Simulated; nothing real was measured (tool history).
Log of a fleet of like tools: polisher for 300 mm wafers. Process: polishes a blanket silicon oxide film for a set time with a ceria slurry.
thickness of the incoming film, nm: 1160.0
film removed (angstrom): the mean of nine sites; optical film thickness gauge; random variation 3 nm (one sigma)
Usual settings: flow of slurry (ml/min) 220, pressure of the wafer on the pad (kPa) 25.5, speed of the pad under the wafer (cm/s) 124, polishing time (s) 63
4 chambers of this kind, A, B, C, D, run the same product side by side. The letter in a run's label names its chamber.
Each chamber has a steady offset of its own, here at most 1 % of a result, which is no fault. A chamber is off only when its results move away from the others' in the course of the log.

run	hour	flow of slurry (ml/min)	pressure of the wafer on the pad (kPa)	speed of the pad under the wafer (cm/s)	polishing time (s)	wafers polished on this pad	hours since the slurry nozzle was cleaned	hours since the head pressure was calibrated	film removed (angstrom)
1D	6.3	220	25.5	124	63	332	77.8	94.1	3878.9
2B	13.4	220	25.5	124	63	306	134.0	548.5	3995.5
3A	22.5	220	25.5	124	63	477	27.3	269.7	3997.2
4C	31.0	220	25.5	124	63	798	647.1	459.5	3969.0
5A	36.7	220	25.5	124	63	604	41.5	283.9	3967.4
# hour 37.0: chamber C: worn pad replaced by a new one
# hour 42.5: chamber B: worn pad replaced by a new one
6B	46.5	220	25.5	124	63	36	167.1	581.6	3967.8
7D	54.5	220	25.5	124	63	762	126.0	142.3	3907.4
8C	64.3	220	25.5	124	63	244	680.4	492.8	3937.7
9B	70.9	275	29.6	124	63	254	191.5	606.0	4715.3
10C	78.0	275	29.6	124	63	366	694.1	506.5	4707.8
11D	87.9	275	29.6	124	63	1061	159.4	175.7	4628.2
# hour 91.9: chamber D: worn pad replaced by a new one
12A	97.7	275	29.6	124	63	1149	102.5	344.9	4683.2
13B	102.9	220	25.5	124	63	539	223.5	638.0	3974.9
# hour 105.4: chamber C: slurry nozzle cleaned
14D	111.9	220	25.5	124	63	179	183.4	199.7	3937.6
# hour 114.4: chamber B: worn pad replaced by a new one
15C	119.3	220	25.5	124	63	735	14.0	547.8	4013.0
16A	124.9	220	25.5	124	63	1392	129.7	372.1	3964.5
# hour 131.3: chamber C: worn pad replaced by a new one
17B	135.5	220	25.5	124	63	189	256.1	670.6	3891.5
18D	145.9	220	25.5	124	63	483	217.4	233.7	3960.2
19A	155.6	220	25.5	124	63	1666	160.4	402.8	3843.9
20C	160.8	220	25.5	124	63	264	55.5	589.3	3967.4
21A	168.2	220	25.5	124	63	1779	173.0	415.4	3860.3
22D	174.1	220	25.5	138	63	735	245.6	261.9	4371.4
23C	182.6	220	25.5	138	63	459	77.3	611.1	4394.6
# hour 190.9: chamber B: worn pad replaced by a new one
24B	192.1	220	25.5	138	63	11	312.7	727.2	4387.1
25C	200.6	220	25.5	138	63	620	95.3	629.1	4393.5
26D	206.4	220	25.5	124	63	1023	277.9	294.2	3927.1
27B	211.8	145	25.5	124	63	187	332.4	746.9	3713.5
28A	221.6	145	25.5	124	63	2256	226.4	468.8	3517.6

Is one chamber off against the others, does the gauge drift, or is nothing wrong? If a chamber is off, say which, and what the likeliest cause is.

Chamber A drifts away from the others.
Cause: removal rate lost through wear of the pad, % = 5.22.
The log may not tell that from: slurry flow missing at the pad, %; head's pressure below its setpoint, %.

Here are 4 candidates for chamber A's next run, each the usual settings with a change, their results left as question marks. Which one brings its results back in line with what the others give on the usual settings?
In line means no further than this from the other chambers' mean on the usual settings: film removed (angstrom) 110.0
29A-1	229.4	220	24.8	122	63				?
29A-2	229.4	220	26.9	124	66				?
29A-3	229.4	220	26.9	124	63				?
29A-4	229.4	220	24.8	120	61				?

The other chambers' mean on the usual settings: film removed (angstrom) 3937.5
run	film removed (angstrom)
29A-1	3605.2
29A-2	4156.6
29A-3	3967.6
29A-4	3433.6
29A-3 brings the chamber back in line.
